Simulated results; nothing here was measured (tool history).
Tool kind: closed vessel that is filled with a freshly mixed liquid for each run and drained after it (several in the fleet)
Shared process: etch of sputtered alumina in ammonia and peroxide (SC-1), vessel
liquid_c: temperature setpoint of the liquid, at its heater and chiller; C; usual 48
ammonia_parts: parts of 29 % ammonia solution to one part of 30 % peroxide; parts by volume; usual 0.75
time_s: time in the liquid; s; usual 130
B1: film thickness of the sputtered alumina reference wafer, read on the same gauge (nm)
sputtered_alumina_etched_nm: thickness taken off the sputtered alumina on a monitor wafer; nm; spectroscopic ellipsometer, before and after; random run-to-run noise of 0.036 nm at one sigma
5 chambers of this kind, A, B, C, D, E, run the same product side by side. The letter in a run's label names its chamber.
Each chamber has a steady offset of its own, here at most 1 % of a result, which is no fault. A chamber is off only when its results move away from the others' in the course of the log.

run 1D hour=6.2 | liquid_c=48 ammonia_parts=0.75 time_s=130 | B1=150.05 | sputtered_alumina_etched_nm=7.1224
run 2C hour=12.2 | liquid_c=48 ammonia_parts=0.75 time_s=130 | B1=149.99 | sputtered_alumina_etched_nm=7.0869
run 3B hour=18.3 | liquid_c=48 ammonia_parts=0.75 time_s=130 | B1=149.99 | sputtered_alumina_etched_nm=7.1683
run 4A hour=28.3 | liquid_c=48 ammonia_parts=0.75 time_s=130 | B1=150.06 | sputtered_alumina_etched_nm=7.0617
run 5E hour=35.5 | liquid_c=48 ammonia_parts=0.75 time_s=130 | B1=150.01 | sputtered_alumina_etched_nm=7.084
run 6E hour=42.5 | liquid_c=48 ammonia_parts=0.75 time_s=130 | B1=149.99 | sputtered_alumina_etched_nm=7.0837
run 7C hour=49.7 | liquid_c=48 ammonia_parts=0.75 time_s=130 | B1=149.99 | sputtered_alumina_etched_nm=7.112
run 8B hour=58.1 | liquid_c=48 ammonia_parts=0.75 time_s=130 | B1=150 | sputtered_alumina_etched_nm=7.0266
run 9A hour=69.2 | liquid_c=48 ammonia_parts=0.75 time_s=130 | B1=150.02 | sputtered_alumina_etched_nm=7.0789
run 10D hour=80.9 | liquid_c=48 ammonia_parts=0.75 time_s=130 | B1=150 | sputtered_alumina_etched_nm=7.1235
run 11A hour=87.1 | liquid_c=55 ammonia_parts=1.05 time_s=130 | B1=150.03 | sputtered_alumina_etched_nm=10.692
-- hour=96.3 chamber D: ammonia flow meter replaced
run 12E hour=97.5 | liquid_c=55 ammonia_parts=1.05 time_s=130 | B1=149.99 | sputtered_alumina_etched_nm=10.798
run 13D hour=108 | liquid_c=55 ammonia_parts=1.05 time_s=130 | B1=150.04 | sputtered_alumina_etched_nm=10.817
run 14C hour=113.3 | liquid_c=55 ammonia_parts=1.05 time_s=130 | B1=150.01 | sputtered_alumina_etched_nm=10.786
run 15B hour=120.9 | liquid_c=55 ammonia_parts=1.05 time_s=130 | B1=149.99 | sputtered_alumina_etched_nm=10.773
run 16D hour=131.7 | liquid_c=48 ammonia_parts=0.75 time_s=130 | B1=150.04 | sputtered_alumina_etched_nm=7.0807
run 17C hour=137.2 | liquid_c=48 ammonia_parts=0.75 time_s=130 | B1=149.99 | sputtered_alumina_etched_nm=7.1617
run 18B hour=147.6 | liquid_c=48 ammonia_parts=0.75 time_s=130 | B1=150 | sputtered_alumina_etched_nm=7.0812
run 19E hour=154.4 | liquid_c=48 ammonia_parts=0.75 time_s=130 | B1=149.97 | sputtered_alumina_etched_nm=7.1569
run 20A hour=161.5 | liquid_c=48 ammonia_parts=0.75 time_s=130 | B1=149.99 | sputtered_alumina_etched_nm=7.1225
run 21C hour=168.8 | liquid_c=48 ammonia_parts=0.75 time_s=130 | B1=149.97 | sputtered_alumina_etched_nm=7.057
run 22E hour=176.8 | liquid_c=48 ammonia_parts=0.75 time_s=130 | B1=150 | sputtered_alumina_etched_nm=7.0966
run 23B hour=186.2 | liquid_c=55 ammonia_parts=0.75 time_s=70 | B1=150.01 | sputtered_alumina_etched_nm=5.6304
run 24D hour=191.9 | liquid_c=55 ammonia_parts=0.75 time_s=70 | B1=150.02 | sputtered_alumina_etched_nm=5.6265
run 25A hour=198.8 | liquid_c=55 ammonia_parts=0.75 time_s=70 | B1=149.97 | sputtered_alumina_etched_nm=5.5985
-- hour=199.5 chamber E: ammonia flow meter replaced
run 26E hour=205.6 | liquid_c=55 ammonia_parts=0.75 time_s=70 | B1=149.99 | sputtered_alumina_etched_nm=5.5608
-- hour=208.5 chamber D: new drum of ammonia solution connected
run 27B hour=214.7 | liquid_c=55 ammonia_parts=0.75 time_s=70 | B1=150.03 | sputtered_alumina_etched_nm=5.5871
-- hour=216.1 chamber A: new drum of ammonia solution connected
run 28C hour=226.5 | liquid_c=42 ammonia_parts=0.75 time_s=195 | B1=149.99 | sputtered_alumina_etched_nm=7.5824
-- hour=231.4 chamber B: new drum of ammonia solution connected
run 29D hour=237.8 | liquid_c=42 ammonia_parts=0.75 time_s=195 | B1=149.99 | sputtered_alumina_etched_nm=7.5493
run 30A hour=246 | liquid_c=42 ammonia_parts=0.75 time_s=195 | B1=150.04 | sputtered_alumina_etched_nm=7.5868
run 31B hour=256.7 | liquid_c=42 ammonia_parts=0.75 time_s=195 | B1=149.98 | sputtered_alumina_etched_nm=7.4831
run 32D hour=266.5 | liquid_c=42 ammonia_parts=0.75 time_s=195 | B1=149.97 | sputtered_alumina_etched_nm=7.4731

All 5 chambers run these settings next. Forecast each chamber's results:
run 33A hour=275.1 | liquid_c=48 ammonia_parts=0.75 time_s=130 | sputtered_alumina_etched_nm=?
run 33B hour=275.1 | liquid_c=48 ammonia_parts=0.75 time_s=130 | sputtered_alumina_etched_nm=?
run 33C hour=275.1 | liquid_c=48 ammonia_parts=0.75 time_s=130 | sputtered_alumina_etched_nm=?
run 33D hour=275.1 | liquid_c=48 ammonia_parts=0.75 time_s=130 | sputtered_alumina_etched_nm=?
run 33E hour=275.1 | liquid_c=48 ammonia_parts=0.75 time_s=130 | sputtered_alumina_etched_nm=?

run=33A sputtered_alumina_etched_nm=7.0161
run=33B sputtered_alumina_etched_nm=7.1097
run=33C sputtered_alumina_etched_nm=7.0831
run=33D sputtered_alumina_etched_nm=7.1013
run=33E sputtered_alumina_etched_nm=7.1628
